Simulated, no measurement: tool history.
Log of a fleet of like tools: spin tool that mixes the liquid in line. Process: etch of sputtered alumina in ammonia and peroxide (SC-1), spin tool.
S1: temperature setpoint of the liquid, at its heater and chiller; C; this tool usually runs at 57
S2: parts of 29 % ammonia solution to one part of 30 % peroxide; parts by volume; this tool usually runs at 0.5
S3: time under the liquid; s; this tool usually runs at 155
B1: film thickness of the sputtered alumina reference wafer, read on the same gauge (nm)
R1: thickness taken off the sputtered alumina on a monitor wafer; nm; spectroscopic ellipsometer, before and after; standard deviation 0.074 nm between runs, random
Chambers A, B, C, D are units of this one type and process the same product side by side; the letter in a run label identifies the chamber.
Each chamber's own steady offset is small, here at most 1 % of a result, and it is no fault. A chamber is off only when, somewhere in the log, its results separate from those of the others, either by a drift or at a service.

run  hour    S1    S2   S3      B1      R1
 1A   4.1    57   0.5  155  80.003  21.113
 2C     9    57   0.5  155  80.025  21.473
 3D  11.7    57   0.5  155  79.997  21.515
 4B  14.8    57   0.5  155  80.009   21.31
 5D  19.2    57   0.5  155  80.008  21.465
 6C  23.6    57   0.5  155  79.982  21.352
 7A  25.9    57   0.5  155  79.997  21.243
 8B  28.8    57   0.5  155  79.983  21.264
 9D    32    57   0.5  155  80.015  21.346
10A  37.3    57   0.5  155  80.017  21.241
11C  40.9    57   0.5  155  79.991  21.495
12B  44.8    57   0.5  155  79.996  21.126
     48.7  -- chamber D: new drum of ammonia solution connected
13A  49.5    57   0.5  155  80.004  21.308
14B  53.6    61  0.65  155  79.993  26.717
15C  57.4    61  0.65  155  79.994  27.107
16D    62    61  0.65  155      80  26.887
17D  66.4    61  0.65  155  80.001  26.947
18C  69.6    57   0.5  155      80   21.55
19B  73.9    57   0.5  155  79.981  21.016
20A  77.2    57   0.5  155  79.985  21.208
21B  80.5    57   0.5  155  79.992  20.819
22A  83.8    57   0.5  155  79.997  21.153
23C  87.1    57   0.5  155  80.001  21.465
24D  92.2  66.5   0.5  155  79.979  34.358
25A  94.5  66.5   0.5  155  79.999   34.48
26B  99.2  66.5   0.5  155  80.011  33.845

Next, all 4 chambers run the settings below, one line each with question marks for the results. What does each chamber give?
27A  103.1  57  0.5  155       ?
27B  103.1  57  0.5  155       ?
27C  103.1  57  0.5  155       ?
27D  103.1  57  0.5  155       ?

run      R1
27A  21.275
27B  20.723
27C  21.478
27D  21.411
